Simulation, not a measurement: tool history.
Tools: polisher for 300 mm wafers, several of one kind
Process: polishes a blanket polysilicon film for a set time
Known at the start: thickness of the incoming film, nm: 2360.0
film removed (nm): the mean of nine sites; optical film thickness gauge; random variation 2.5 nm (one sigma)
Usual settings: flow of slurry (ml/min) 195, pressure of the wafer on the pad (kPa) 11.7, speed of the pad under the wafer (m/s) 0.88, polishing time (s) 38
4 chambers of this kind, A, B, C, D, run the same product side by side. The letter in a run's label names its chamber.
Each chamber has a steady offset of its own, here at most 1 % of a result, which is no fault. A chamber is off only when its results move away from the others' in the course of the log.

| run | day | flow of slurry (ml/min) | pressure of the wafer on the pad (kPa) | speed of the pad under the wafer (m/s) | polishing time (s) | film removed (nm) |
|---|---|---|---|---|---|---|
| 1B | 0.112 | 195 | 11.7 | 0.88 | 38 | 167.47 |
| 2A | 0.221 | 195 | 11.7 | 0.88 | 38 | 172.82 |
| 3C | 0.396 | 195 | 11.7 | 0.88 | 38 | 175.06 |
| 4D | 0.542 | 195 | 11.7 | 0.88 | 38 | 167.28 |
| 5B | 0.7 | 195 | 11.7 | 0.88 | 38 | 166.58 |
| 6A | 0.812 | 195 | 11.7 | 0.88 | 38 | 168.78 |
|  | 0.846 | chamber D: worn pad replaced by a new one |
| 7C | 0.958 | 195 | 11.7 | 0.88 | 38 | 172.37 |
| 8D | 1.062 | 195 | 11.7 | 0.88 | 38 | 170.87 |
| 9C | 1.167 | 235 | 11.7 | 0.88 | 50 | 226.14 |
|  | 1.25 | chamber A: worn pad replaced by a new one |
| 10A | 1.254 | 235 | 11.7 | 0.88 | 50 | 229.22 |
| 11D | 1.375 | 235 | 11.7 | 0.88 | 50 | 232.43 |
|  | 1.471 | chamber B: slurry nozzle cleaned |
| 12B | 1.488 | 235 | 11.7 | 0.88 | 50 | 229.04 |
| 13A | 1.596 | 195 | 11.7 | 0.88 | 38 | 172.18 |
| 14B | 1.688 | 230 | 11.7 | 0.88 | 38 | 176.49 |
|  | 1.85 | chamber A: head pressure recalibrated |
| 15C | 1.862 | 230 | 11.7 | 0.88 | 38 | 171.65 |
| 16D | 2.062 | 230 | 11.7 | 0.88 | 38 | 178.06 |
| 17B | 2.171 | 230 | 11.7 | 0.88 | 38 | 177.11 |
| 18D | 2.325 | 195 | 11.7 | 0.88 | 38 | 171.88 |
| 19A | 2.442 | 195 | 11.7 | 0.88 | 38 | 169.53 |
| 20C | 2.608 | 195 | 11.7 | 0.88 | 47 | 203.75 |
|  | 2.688 | chamber B: worn pad replaced by a new one |
| 21B | 2.708 | 195 | 11.7 | 0.88 | 47 | 207.28 |
| 22A | 2.846 | 195 | 11.7 | 0.88 | 47 | 211.49 |
|  | 2.971 | chamber C: head pressure recalibrated |
| 23D | 2.975 | 195 | 11.7 | 0.88 | 47 | 214.26 |
| 24C | 3.142 | 195 | 11.7 | 0.88 | 38 | 162.13 |
| 25C | 3.288 | 195 | 11.7 | 0.88 | 38 | 162.64 |
| 26A | 3.45 | 195 | 11.7 | 0.88 | 38 | 170.58 |
| 27B | 3.638 | 195 | 11.7 | 0.88 | 38 | 169.53 |
| 28D | 3.746 | 195 | 11.7 | 0.88 | 38 | 168.15 |
| 29C | 3.879 | 195 | 11.7 | 0.88 | 38 | 164.62 |
| 30D | 4.054 | 195 | 11.7 | 0.88 | 38 | 170.23 |
| 31A | 4.179 | 195 | 11.7 | 0.88 | 38 | 168.81 |
|  | 4.267 | chamber A: worn pad replaced by a new one |
|  | 4.308 | chamber D: slurry nozzle cleaned |
|  | 4.354 | chamber D: worn pad replaced by a new one |
| 32B | 4.375 | 195 | 11.7 | 0.88 | 38 | 175.31 |
| 33D | 4.525 | 195 | 11.7 | 0.88 | 38 | 171.66 |
|  | 4.596 | chamber C: slurry nozzle cleaned |
| 34C | 4.617 | 195 | 11.7 | 0.88 | 38 | 156.94 |
| 35A | 4.762 | 195 | 11.7 | 0.88 | 38 | 171.79 |
| 36B | 4.862 | 195 | 11.7 | 0.88 | 38 | 173.29 |
| 37B | 4.988 | 195 | 11.7 | 0.88 | 38 | 172.9 |
| 38D | 5.183 | 195 | 11.7 | 0.88 | 38 | 172.11 |
| 39C | 5.362 | 195 | 8.3 | 0.88 | 38 | 105.83 |

Is one chamber off against the others, does the gauge drift, or is nothing wrong? If a chamber is off, say which, and what the likeliest cause is.

Chamber C drifts away from the others.
Cause: removal rate lost through wear of the pad, % = 12.6.

Here are 4 candidates for chamber C's next run, each the usual settings with a change, their results left as question marks. Which one brings its results back in line with what the others give on the usual settings?
In line means no further than this from the other chambers' mean on the usual settings: film removed (nm) 8.6
| 40C-1 | 5.508 | 195 | 12.4 | 0.92 | 40 | ? |
| 40C-2 | 5.508 | 195 | 11 | 0.82 | 38 | ? |
| 40C-3 | 5.508 | 195 | 15.2 | 0.88 | 38 | ? |
| 40C-4 | 5.508 | 195 | 9 | 0.88 | 38 | ? |

The other chambers' mean on the usual settings: film removed (nm) 171.32
| run | film removed (nm) |
|---|---|
| 40C-1 | 174.92 |
| 40C-2 | 131.69 |
| 40C-3 | 194.19 |
| 40C-4 | 114.89 |
40C-1 brings the chamber back in line.
